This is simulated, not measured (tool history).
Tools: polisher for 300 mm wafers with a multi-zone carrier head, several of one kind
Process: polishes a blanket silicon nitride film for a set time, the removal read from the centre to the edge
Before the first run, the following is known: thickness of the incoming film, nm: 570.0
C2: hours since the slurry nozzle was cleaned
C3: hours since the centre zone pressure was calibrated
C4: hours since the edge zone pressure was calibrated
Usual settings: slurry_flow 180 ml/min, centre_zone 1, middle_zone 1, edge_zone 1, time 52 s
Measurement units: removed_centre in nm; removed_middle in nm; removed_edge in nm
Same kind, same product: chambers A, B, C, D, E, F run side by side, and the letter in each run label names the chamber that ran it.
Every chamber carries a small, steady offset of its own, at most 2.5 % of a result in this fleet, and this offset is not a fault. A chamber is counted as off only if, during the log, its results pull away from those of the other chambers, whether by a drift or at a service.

Run 1A, hour 13.1: usual settings; wafers polished on this pad 1395; C2 354.8; C3 373.6; C4 1109.7. Result: removed_centre 65.935 nm, removed_middle 66.062 nm, removed_edge 65.838 nm.
At hour 20.2: chamber A: worn pad replaced by a new one.
At hour 20.3: chamber A: centre zone pressure recalibrated.
Run 2B, hour 20.8: usual settings; wafers polished on this pad 554; C2 658.7; C3 609.5; C4 1043.8. Result: removed_centre 67.275 nm, removed_middle 65.835 nm, removed_edge 66.401 nm.
Run 3F, hour 29: usual settings; wafers polished on this pad 824; C2 197.1; C3 246.1; C4 928.7. Result: removed_centre 66.293 nm, removed_middle 65.95 nm, removed_edge 67.854 nm.
Run 4C, hour 40.4: usual settings; wafers polished on this pad 742; C2 684.4; C3 709.1; C4 429. Result: removed_centre 66.506 nm, removed_middle 66.298 nm, removed_edge 65.32 nm.
At hour 44.4: chamber B: worn pad replaced by a new one.
At hour 44.5: chamber F: worn pad replaced by a new one.
Run 5E, hour 50.4: usual settings; wafers polished on this pad 1239; C2 272.9; C3 98.3; C4 606.6. Result: removed_centre 66.813 nm, removed_middle 67.133 nm, removed_edge 65.711 nm.
At hour 54.7: chamber E: worn pad replaced by a new one.
Run 6D, hour 60.5: usual settings; wafers polished on this pad 775; C2 96.8; C3 596.2; C4 588.5. Result: removed_centre 66.075 nm, removed_middle 66.008 nm, removed_edge 67.868 nm.
Run 7F, hour 74.3: usual settings; wafers polished on this pad 224; C2 242.4; C3 291.4; C4 974. Result: removed_centre 66.555 nm, removed_middle 66.373 nm, removed_edge 66.872 nm.
At hour 77.3: chamber C: centre zone pressure recalibrated.
At hour 80.4: chamber B: edge zone pressure recalibrated.
Run 8D, hour 81.6: usual settings; wafers polished on this pad 934; C2 117.9; C3 617.3; C4 609.6. Result: removed_centre 65.619 nm, removed_middle 66.001 nm, removed_edge 66.027 nm.
At hour 95.5: chamber C: worn pad replaced by a new one.
Run 9E, hour 95.6: usual settings; wafers polished on this pad 307; C2 318.1; C3 143.5; C4 651.8. Result: removed_centre 67.786 nm, removed_middle 66.704 nm, removed_edge 65.918 nm.
At hour 98.8: chamber C: slurry nozzle cleaned.
Run 10B, hour 103.3: usual settings; wafers polished on this pad 443; C2 741.2; C3 692; C4 22.9. Result: removed_centre 66.383 nm, removed_middle 66.266 nm, removed_edge 65.94 nm.
Run 11A, hour 115.3: usual settings; wafers polished on this pad 714; C2 457; C3 95; C4 1211.9. Result: removed_centre 66.258 nm, removed_middle 66.71 nm, removed_edge 67.446 nm.
Run 12C, hour 125: usual settings; wafers polished on this pad 222; C2 26.3; C3 47.8; C4 513.6. Result: removed_centre 66.621 nm, removed_middle 66.045 nm, removed_edge 64.441 nm.
Run 13E, hour 131.5: usual settings; wafers polished on this pad 577; C2 354; C3 179.4; C4 687.7. Result: removed_centre 66.174 nm, removed_middle 66.904 nm, removed_edge 66.639 nm.
At hour 135.5: chamber B: worn pad replaced by a new one.
At hour 137.2: chamber D: worn pad replaced by a new one.
Run 14F, hour 140.9: usual settings; wafers polished on this pad 725; C2 309; C3 358; C4 1040.6. Result: removed_centre 66.024 nm, removed_middle 67.103 nm, removed_edge 66.795 nm.
Run 15A, hour 148.1: usual settings; wafers polished on this pad 961; C2 489.8; C3 127.8; C4 1244.7. Result: removed_centre 65.844 nm, removed_middle 66.302 nm, removed_edge 69.232 nm.
Run 16D, hour 160.2: usual settings; wafers polished on this pad 173; C2 196.5; C3 695.9; C4 688.2. Result: removed_centre 66.742 nm, removed_middle 66.131 nm, removed_edge 68.456 nm.
Run 17C, hour 166.6: usual settings but middle_zone 0.92, time 67 s; wafers polished on this pad 535; C2 67.9; C3 89.4; C4 555.2. Result: removed_centre 85.924 nm, removed_middle 79.313 nm, removed_edge 83.346 nm.
At hour 168: chamber F: worn pad replaced by a new one.
Run 18B, hour 180.9: usual settings but middle_zone 0.92, time 67 s; wafers polished on this pad 341; C2 818.8; C3 769.6; C4 100.5. Result: removed_centre 86.671 nm, removed_middle 78.539 nm, removed_edge 85.836 nm.
Run 19F, hour 194.5: usual settings but middle_zone 0.92, time 67 s; wafers polished on this pad 199; C2 362.6; C3 411.6; C4 1094.2. Result: removed_centre 84.113 nm, removed_middle 78.963 nm, removed_edge 85.777 nm.
At hour 196.7: chamber A: worn pad replaced by a new one.
Run 20C, hour 202.7: usual settings but middle_zone 0.92, time 67 s; wafers polished on this pad 806; C2 104; C3 125.5; C4 591.3. Result: removed_centre 84.529 nm, removed_middle 79.344 nm, removed_edge 82.659 nm.
At hour 204.1: chamber B: slurry nozzle cleaned.
At hour 212.4: chamber B: worn pad replaced by a new one.
At hour 216.5: chamber A: slurry nozzle cleaned.
Run 21B, hour 216.6: usual settings but middle_zone 0.92, time 67 s; wafers polished on this pad 32; C2 12.5; C3 805.3; C4 136.2. Result: removed_centre 87.348 nm, removed_middle 79.937 nm, removed_edge 85.799 nm.
At hour 217.2: chamber C: edge zone pressure recalibrated.
Run 22E, hour 226.9: usual settings but middle_zone 0.92, time 67 s; wafers polished on this pad 1294; C2 449.4; C3 274.8; C4 783.1. Result: removed_centre 85.047 nm, removed_middle 79.902 nm, removed_edge 84.334 nm.
At hour 235: chamber D: centre zone pressure recalibrated.
At hour 235.6: chamber F: slurry nozzle cleaned.
At hour 238.5: chamber E: slurry nozzle cleaned.
Run 23D, hour 239.1: usual settings; wafers polished on this pad 766; C2 275.4; C3 4.1; C4 767.1. Result: removed_centre 65.711 nm, removed_middle 66.97 nm, removed_edge 68.116 nm.
Run 24A, hour 253.6: usual settings; wafers polished on this pad 428; C2 37.2; C3 233.3; C4 1350.2. Result: removed_centre 65.2 nm, removed_middle 66.797 nm, removed_edge 68.356 nm.
At hour 255.8: chamber F: edge zone pressure recalibrated.
At hour 258.2: chamber E: worn pad replaced by a new one.
Run 25C, hour 264: usual settings; wafers polished on this pad 1267; C2 165.3; C3 186.8; C4 46.8. Result: removed_centre 66.715 nm, removed_middle 66.506 nm, removed_edge 64.676 nm.
At hour 276: chamber C: worn pad replaced by a new one.
Run 26E, hour 276.6: usual settings; wafers polished on this pad 138; C2 38.2; C3 324.5; C4 832.8. Result: removed_centre 66.626 nm, removed_middle 66.777 nm, removed_edge 66.82 nm.
At hour 285.7: chamber F: worn pad replaced by a new one.
Run 27F, hour 288.6: usual settings; wafers polished on this pad 22; C2 53.1; C3 505.7; C4 32.8. Result: removed_centre 65.792 nm, removed_middle 66.791 nm, removed_edge 67.146 nm.
At hour 290.8: chamber D: worn pad replaced by a new one.
At hour 298.9: chamber B: worn pad replaced by a new one.
Run 28D, hour 301.6: usual settings but slurry_flow 135 ml/min, edge_zone 0.93; wafers polished on this pad 81; C2 337.9; C3 66.6; C4 829.6. Result: removed_centre 62.492 nm, removed_middle 62.987 nm, removed_edge 62.801 nm.
Run 29B, hour 314.5: usual settings but slurry_flow 135 ml/min, edge_zone 0.93; wafers polished on this pad 117; C2 110.4; C3 903.2; C4 234.1. Result: removed_centre 65.653 nm, removed_middle 62.579 nm, removed_edge 61.604 nm.
Run 30A, hour 322.9: usual settings but slurry_flow 135 ml/min, edge_zone 0.93; wafers polished on this pad 948; C2 106.5; C3 302.6; C4 1419.5. Result: removed_centre 62.03 nm, removed_middle 62.966 nm, removed_edge 62.443 nm.
Run 31E, hour 336.2: usual settings but slurry_flow 135 ml/min, edge_zone 0.93; wafers polished on this pad 586; C2 97.8; C3 384.1; C4 892.4. Result: removed_centre 63.527 nm, removed_middle 64.279 nm, removed_edge 60.598 nm.
Run 32D, hour 348.3: usual settings but slurry_flow 135 ml/min, edge_zone 0.93; wafers polished on this pad 432; C2 384.6; C3 113.3; C4 876.3. Result: removed_centre 62.169 nm, removed_middle 63.19 nm, removed_edge 61.575 nm.
Run 33F, hour 355.3: usual settings but slurry_flow 135 ml/min, edge_zone 0.93; wafers polished on this pad 523; C2 119.8; C3 572.4; C4 99.5. Result: removed_centre 62.425 nm, removed_middle 63.087 nm, removed_edge 60.506 nm.
Run 34A, hour 364.3: usual settings; wafers polished on this pad 1260; C2 147.9; C3 344; C4 1460.9. Result: removed_centre 65.242 nm, removed_middle 66.739 nm, removed_edge 69.29 nm.
Run 35B, hour 375.7: usual settings; wafers polished on this pad 577; C2 171.6; C3 964.4; C4 295.3. Result: removed_centre 70.54 nm, removed_middle 66.099 nm, removed_edge 67.026 nm.
Run 36C, hour 384: usual settings; wafers polished on this pad 812; C2 285.3; C3 306.8; C4 166.8. Result: removed_centre 65.966 nm, removed_middle 66.201 nm, removed_edge 64.917 nm.
At hour 388.6: chamber B: worn pad replaced by a new one.
Run 37D, hour 392.2: usual settings; wafers polished on this pad 762; C2 428.5; C3 157.2; C4 920.2. Result: removed_centre 66.26 nm, removed_middle 65.945 nm, removed_edge 66.755 nm.
At hour 401.1: chamber A: worn pad replaced by a new one.
Run 38E, hour 403.9: usual settings but centre_zone 1.04, middle_zone 1.1; wafers polished on this pad 1095; C2 165.5; C3 451.8; C4 960.1. Result: removed_centre 70.769 nm, removed_middle 72.65 nm, removed_edge 66.158 nm.
At hour 407.1: chamber F: worn pad replaced by a new one.
Run 39B, hour 411.7: usual settings but centre_zone 1.04, middle_zone 1.1; wafers polished on this pad 173; C2 207.6; C3 1000.4; C4 331.3. Result: removed_centre 73.468 nm, removed_middle 71.805 nm, removed_edge 65.097 nm.
Run 40A, hour 423.9: usual settings but centre_zone 1.04, middle_zone 1.1; wafers polished on this pad 172; C2 207.5; C3 403.6; C4 1520.5. Result: removed_centre 69.26 nm, removed_middle 72.366 nm, removed_edge 66.389 nm.
Run 41F, hour 437.2: usual settings but centre_zone 1.04, middle_zone 1.1; wafers polished on this pad 226; C2 201.7; C3 654.3; C4 181.4. Result: removed_centre 68.432 nm, removed_middle 73.117 nm, removed_edge 64.973 nm.

Has any chamber moved away from the others, gradually or after a service, or does the common gauge drift, or do the chambers differ only by their own small steady offsets? State the chamber and the most likely cause if one applies.

Little by little, chamber B moves away from the other chambers.
What lies behind it: centre zone's pressure above its setpoint, % = 5.93.

Here are 4 candidates for chamber B's next run, each the usual settings with a change, their results left as question marks. Which one brings its results back in line with what the others give on the usual settings?
Maximum distance from the other chambers' mean on the usual settings for a result to count as in line: removed_centre 1.9 nm; removed_middle 1.4 nm; removed_edge 3.2 nm
Run 42B-1, hour 447.7: usual settings but slurry_flow 175 ml/min, centre_zone 0.94, middle_zone 1.02, edge_zone 1.02. Result: removed_centre ?, removed_middle ?, removed_edge ?.
Run 42B-2, hour 447.7: usual settings but slurry_flow 185 ml/min, centre_zone 1.06, middle_zone 0.98, edge_zone 0.98. Result: removed_centre ?, removed_middle ?, removed_edge ?.
Run 42B-3, hour 447.7: usual settings but centre_zone 1.02, edge_zone 0.99. Result: removed_centre ?, removed_middle ?, removed_edge ?.
Run 42B-4, hour 447.7: usual settings but centre_zone 0.98, edge_zone 1.01. Result: removed_centre ?, removed_middle ?, removed_edge ?.

The other chambers' mean on the usual settings: removed_centre 66.156 nm; removed_middle 66.524 nm; removed_edge 66.493 nm
  run  removed_centre  removed_middle  removed_edge
42B-1          66.305          67.254         66.72
42B-2          76.285          65.336        65.793
42B-3           72.83            66.3        65.914
42B-4          69.734          66.314        66.615
The answer is 42B-1, which returns the chamber to within the allowed miss of the others.

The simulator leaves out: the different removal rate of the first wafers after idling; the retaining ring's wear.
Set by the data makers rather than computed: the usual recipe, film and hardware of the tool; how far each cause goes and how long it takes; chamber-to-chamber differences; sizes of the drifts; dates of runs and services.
